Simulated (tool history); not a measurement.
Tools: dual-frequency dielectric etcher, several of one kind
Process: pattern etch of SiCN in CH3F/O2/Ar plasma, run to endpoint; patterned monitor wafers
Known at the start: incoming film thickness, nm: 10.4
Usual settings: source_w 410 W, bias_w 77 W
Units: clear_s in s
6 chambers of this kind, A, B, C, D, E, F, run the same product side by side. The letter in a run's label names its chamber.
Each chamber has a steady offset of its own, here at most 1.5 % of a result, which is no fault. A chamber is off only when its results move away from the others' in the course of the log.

run	hour	source_w	bias_w	hours since the last wet clean	hours since the last source power generator calibration	hours since the last bias power generator calibration	clear_s
1E	8.1	410	77	353.7	1653.6	920.6	26.719
2A	12.8	410	77	76.2	1997.1	1438.9	26.76
3D	18.1	410	77	413.9	3429.1	1244.3	26.824
4B	25.2	410	77	77.8	905	1462.2	27.233
5C	33.4	410	92	53.6	3536.3	552.7	25.151
6F	39.4	410	92	44	3431.4	249.7	25.201
7B	45.8	410	92	98.4	925.6	1482.8	25.305
8D	51.2	410	92	447	3462.2	1277.4	25.068
# hour 53.7: chamber D: wet clean of the chamber
9C	56.8	410	92	77	3559.7	576.1	25.27
10A	61.6	410	92	125	2045.9	1487.7	25.168
11F	68.3	410	77	72.9	3460.3	278.6	26.959
12E	73.7	410	77	419.3	1719.2	986.2	27.07
13C	79.9	410	77	100.1	3582.8	599.2	26.804
14B	83.9	410	77	136.5	963.7	1520.9	27.141
15A	88.2	410	77	151.6	2072.5	1514.3	26.772
16D	93.1	410	77	39.5	3504.1	1319.3	26.972
17E	100	320	70	445.6	1745.5	1012.5	30.661
18F	104.2	320	70	108.8	3496.2	314.5	30.558
19B	109.9	320	70	162.5	989.7	1546.9	30.95
20C	115.9	320	70	136.1	3618.8	635.2	30.471
21D	122.4	320	70	68.8	3533.4	1348.6	30.668
22A	129.4	320	70	192.8	2113.7	1555.5	30.653
23F	137.1	410	77	141.7	3529.1	347.4	26.945
24E	141.7	410	77	487.3	1787.2	1054.2	27.414
25B	149.9	410	77	202.5	1029.7	1586.9	27.034
26E	155.8	410	77	501.4	1801.3	1068.3	27.476
27A	160.4	480	77	223.8	2144.7	1586.5	25.352
28C	165.8	480	77	186	3668.7	685.1	25.108
29F	170.2	480	77	174.8	3562.2	380.5	25.347
30D	175.3	480	77	121.7	3586.3	1401.5	25.248
31B	180.7	480	77	233.3	1060.5	1617.7	25.506
32C	185.6	480	77	205.8	3688.5	704.9	25.402
33F	190.9	410	77	195.5	3582.9	401.2	27.043
34E	197.3	410	77	542.9	1842.8	1109.8	27.832
35A	201.3	470	87	264.7	2185.6	1627.4	24.595
36D	205.8	470	87	152.2	3616.8	1432	24.363
37A	211.2	470	87	274.6	2195.5	1637.3	24.468

Next, every chamber runs the same settings. What will each give?
38A	217.2	410	77				?
38B	217.2	410	77				?
38C	217.2	410	77				?
38D	217.2	410	77				?
38E	217.2	410	77				?
38F	217.2	410	77				?

run	clear_s
38A	26.764
38B	27.098
38C	26.791
38D	26.814
38E	27.982
38F	26.876
